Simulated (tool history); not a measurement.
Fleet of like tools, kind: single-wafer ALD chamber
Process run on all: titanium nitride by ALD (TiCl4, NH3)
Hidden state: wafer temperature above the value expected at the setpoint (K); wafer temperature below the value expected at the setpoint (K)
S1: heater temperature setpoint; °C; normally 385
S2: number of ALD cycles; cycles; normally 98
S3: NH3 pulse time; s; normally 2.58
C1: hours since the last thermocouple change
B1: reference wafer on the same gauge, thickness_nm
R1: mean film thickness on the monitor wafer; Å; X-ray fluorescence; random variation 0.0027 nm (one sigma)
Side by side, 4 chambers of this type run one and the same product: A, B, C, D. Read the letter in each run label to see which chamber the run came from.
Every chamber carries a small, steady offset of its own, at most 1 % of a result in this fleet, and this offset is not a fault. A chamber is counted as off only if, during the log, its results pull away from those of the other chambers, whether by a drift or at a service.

| run | hour | S1 | S2 | S3 | C1 | B1 | R1 |
|---|---|---|---|---|---|---|---|
| 1B | 5.1 | 385 | 98 | 2.58 | 720 | 2.3804 | 21.509 |
| 2D | 9 | 385 | 98 | 2.58 | 875.6 | 2.3799 | 21.79 |
| 3C | 12.2 | 385 | 98 | 2.58 | 695.2 | 2.3807 | 21.522 |
| 4A | 15 | 385 | 98 | 2.58 | 999 | 2.3804 | 21.804 |
| 5B | 20.4 | 385 | 98 | 2.58 | 735.3 | 2.3821 | 21.497 |
| 6A | 25 | 385 | 98 | 2.58 | 1009 | 2.3825 | 21.756 |
| 7D | 31.1 | 385 | 98 | 2.58 | 897.7 | 2.3826 | 21.769 |
| 8C | 36.6 | 385 | 98 | 2.58 | 719.6 | 2.3825 | 21.55 |
| 9A | 39.7 | 385 | 98 | 2.58 | 1023.7 | 2.3836 | 21.769 |
| 10D | 46.1 | 385 | 98 | 2.58 | 912.7 | 2.3841 | 21.822 |
| 11C | 51.6 | 373 | 98 | 3.58 | 734.6 | 2.384 | 21.765 |
| 12B | 57.9 | 373 | 98 | 3.58 | 772.8 | 2.3847 | 21.676 |
| 13D | 62.1 | 373 | 98 | 3.58 | 928.7 | 2.3845 | 21.975 |
| 14C | 67.4 | 373 | 98 | 3.58 | 750.4 | 2.3851 | 21.693 |
| 15A | 70.5 | 385 | 98 | 2.58 | 1054.5 | 2.3855 | 21.834 |
| 16B | 74.8 | 385 | 98 | 2.58 | 789.7 | 2.386 | 21.581 |
| 17D | 80.2 | 385 | 98 | 1.71 | 946.8 | 2.387 | 21.396 |
| 18A | 84.4 | 385 | 98 | 1.71 | 1068.4 | 2.3867 | 21.371 |
| 19B | 87.7 | 385 | 98 | 1.71 | 802.6 | 2.3872 | 21.102 |
| 20C | 91.2 | 385 | 98 | 1.71 | 774.2 | 2.3865 | 21.181 |
| 21C | 96.3 | 385 | 98 | 2.58 | 779.3 | 2.3876 | 21.653 |
| 22B | 99.9 | 385 | 83 | 2.58 | 814.8 | 2.3878 | 18.255 |
| 23D | 105.1 | 385 | 83 | 2.58 | 971.7 | 2.3881 | 18.496 |
| 24A | 110.9 | 385 | 83 | 2.58 | 1094.9 | 2.3886 | 18.497 |
| 25D | 115.4 | 385 | 83 | 2.58 | 982 | 2.3886 | 18.51 |
| 26C | 119.8 | 385 | 98 | 2.58 | 802.8 | 2.3897 | 21.586 |
| 27B | 123.5 | 381 | 98 | 2.58 | 838.4 | 2.3896 | 21.506 |
| 28A | 128.5 | 381 | 98 | 2.58 | 1112.5 | 2.3899 | 21.82 |
| 29B | 133.4 | 381 | 98 | 2.58 | 848.3 | 2.3914 | 21.471 |
| 30C | 136.7 | 381 | 98 | 2.58 | 819.7 | 2.3907 | 21.559 |
| 31A | 140.3 | 385 | 98 | 2.58 | 1124.3 | 2.3908 | 21.879 |
| 32D | 146 | 385 | 98 | 2.58 | 1012.6 | 2.3919 | 21.859 |
| 33C | 150.4 | 385 | 105 | 2.08 | 833.4 | 2.3917 | 22.959 |
| 34D | 154.7 | 385 | 105 | 2.08 | 1021.3 | 2.3926 | 23.229 |

For the next run the whole fleet of 4 chambers uses the same settings. Give each chamber's results:
| 35A | 159.4 | 385 | 98 | 2.58 |  |  | ? |
| 35B | 159.4 | 385 | 98 | 2.58 |  |  | ? |
| 35C | 159.4 | 385 | 98 | 2.58 |  |  | ? |
| 35D | 159.4 | 385 | 98 | 2.58 |  |  | ? |

| run | R1 |
|---|---|
| 35A | 21.851 |
| 35B | 21.649 |
| 35C | 21.598 |
| 35D | 21.829 |
